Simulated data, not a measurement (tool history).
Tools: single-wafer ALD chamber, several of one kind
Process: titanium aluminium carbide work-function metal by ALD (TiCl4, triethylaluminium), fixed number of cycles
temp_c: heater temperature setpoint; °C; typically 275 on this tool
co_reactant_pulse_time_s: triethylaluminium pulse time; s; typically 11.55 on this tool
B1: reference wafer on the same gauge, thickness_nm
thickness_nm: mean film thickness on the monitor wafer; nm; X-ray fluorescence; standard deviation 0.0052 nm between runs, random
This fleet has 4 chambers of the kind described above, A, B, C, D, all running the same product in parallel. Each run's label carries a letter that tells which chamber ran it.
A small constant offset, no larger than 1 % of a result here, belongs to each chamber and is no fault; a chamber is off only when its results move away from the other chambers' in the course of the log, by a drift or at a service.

Run 1A, hour 13.1: usual settings; B1 1.8884. Result: thickness_nm 1.8028 nm.
Run 2C, hour 24.9: usual settings; B1 1.8905. Result: thickness_nm 1.8163 nm.
Run 3B, hour 32.4: usual settings; B1 1.8904. Result: thickness_nm 1.8117 nm.
Run 4D, hour 40.8: usual settings; B1 1.8903. Result: thickness_nm 1.8041 nm.
Run 5C, hour 48.9: usual settings; B1 1.8910. Result: thickness_nm 1.8156 nm.
Run 6A, hour 58.8: usual settings; B1 1.8891. Result: thickness_nm 1.8025 nm.
Run 7B, hour 68.8: usual settings; B1 1.8906. Result: thickness_nm 1.8134 nm.
Run 8D, hour 84.2: usual settings; B1 1.8909. Result: thickness_nm 1.8035 nm.
Run 9C, hour 98.0: usual settings; B1 1.8896. Result: thickness_nm 1.8146 nm.
Run 10A, hour 113.9: usual settings; B1 1.8902. Result: thickness_nm 1.8000 nm.
At hour 117.5: chamber B: thermocouple changed; heater temperature recalibrated.
Run 11D, hour 123.9: usual settings; B1 1.8910. Result: thickness_nm 1.8072 nm.
Run 12B, hour 138.1: usual settings; B1 1.8891. Result: thickness_nm 1.8195 nm.
Run 13C, hour 151.1: usual settings; B1 1.8901. Result: thickness_nm 1.8211 nm.
Run 14A, hour 163.2: usual settings; B1 1.8908. Result: thickness_nm 1.7954 nm.
Run 15B, hour 170.5: usual settings; B1 1.8902. Result: thickness_nm 1.8055 nm.
At hour 173.4: chamber C: triethylaluminium bottle replaced.
Run 16D, hour 177.9: usual settings; B1 1.8885. Result: thickness_nm 1.8058 nm.
Run 17C, hour 190.5: usual settings; B1 1.8911. Result: thickness_nm 1.8210 nm.
Run 18B, hour 202.3: usual settings; B1 1.8890. Result: thickness_nm 1.8145 nm.
Run 19D, hour 215.4: usual settings; B1 1.8921. Result: thickness_nm 1.8076 nm.
Run 20A, hour 226.2: usual settings; B1 1.8902. Result: thickness_nm 1.8071 nm.
Run 21A, hour 239.4: usual settings; B1 1.8889. Result: thickness_nm 1.8007 nm.
Run 22D, hour 249.6: usual settings; B1 1.8900. Result: thickness_nm 1.8156 nm.
Run 23B, hour 257.7: usual settings; B1 1.8894. Result: thickness_nm 1.8172 nm.
Run 24C, hour 266.0: usual settings; B1 1.8897. Result: thickness_nm 1.8234 nm.
Run 25B, hour 281.1: usual settings; B1 1.8898. Result: thickness_nm 1.8127 nm.
Run 26A, hour 292.0: usual settings; B1 1.8900. Result: thickness_nm 1.7950 nm.
Run 27C, hour 304.5: usual settings; B1 1.8901. Result: thickness_nm 1.8358 nm.
Run 28D, hour 317.4: usual settings but co_reactant_pulse_time_s 8.34 s; B1 1.8892. Result: thickness_nm 1.7490 nm.
At hour 325.2: chamber A: triethylaluminium bottle replaced.
Run 29B, hour 329.2: usual settings but co_reactant_pulse_time_s 8.34 s; B1 1.8896. Result: thickness_nm 1.7386 nm.
Run 30D, hour 340.5: usual settings but co_reactant_pulse_time_s 8.34 s; B1 1.8907. Result: thickness_nm 1.7323 nm.
Run 31C, hour 354.2: usual settings but co_reactant_pulse_time_s 8.34 s; B1 1.8900. Result: thickness_nm 1.7651 nm.
Run 32A, hour 361.8: usual settings; B1 1.8893. Result: thickness_nm 1.8057 nm.
Run 33D, hour 375.6: usual settings; B1 1.8888. Result: thickness_nm 1.8130 nm.
Run 34C, hour 384.9: usual settings; B1 1.8906. Result: thickness_nm 1.8456 nm.
Run 35A, hour 395.3: usual settings; B1 1.8888. Result: thickness_nm 1.8068 nm.
Run 36B, hour 406.8: usual settings; B1 1.8890. Result: thickness_nm 1.8095 nm.
Run 37B, hour 417.4: usual settings; B1 1.8904. Result: thickness_nm 1.8087 nm.
Run 38A, hour 430.0: usual settings; B1 1.8885. Result: thickness_nm 1.7997 nm.
Run 39D, hour 437.7: usual settings; B1 1.8888. Result: thickness_nm 1.8076 nm.
Run 40C, hour 447.7: usual settings; B1 1.8907. Result: thickness_nm 1.8401 nm.
Run 41B, hour 460.0: usual settings; B1 1.8898. Result: thickness_nm 1.8110 nm.
Run 42C, hour 473.2: usual settings; B1 1.8904. Result: thickness_nm 1.8508 nm.
Run 43A, hour 484.0: usual settings; B1 1.8892. Result: thickness_nm 1.8061 nm.

Next, every chamber runs the same settings. What will each give?
Run 44A, hour 495.7: usual settings. Result: thickness_nm ?.
Run 44B, hour 495.7: usual settings. Result: thickness_nm ?.
Run 44C, hour 495.7: usual settings. Result: thickness_nm ?.
Run 44D, hour 495.7: usual settings. Result: thickness_nm ?.

run  thickness_nm
44A        1.7937
44B        1.8147
44C        1.8535
44D        1.8083
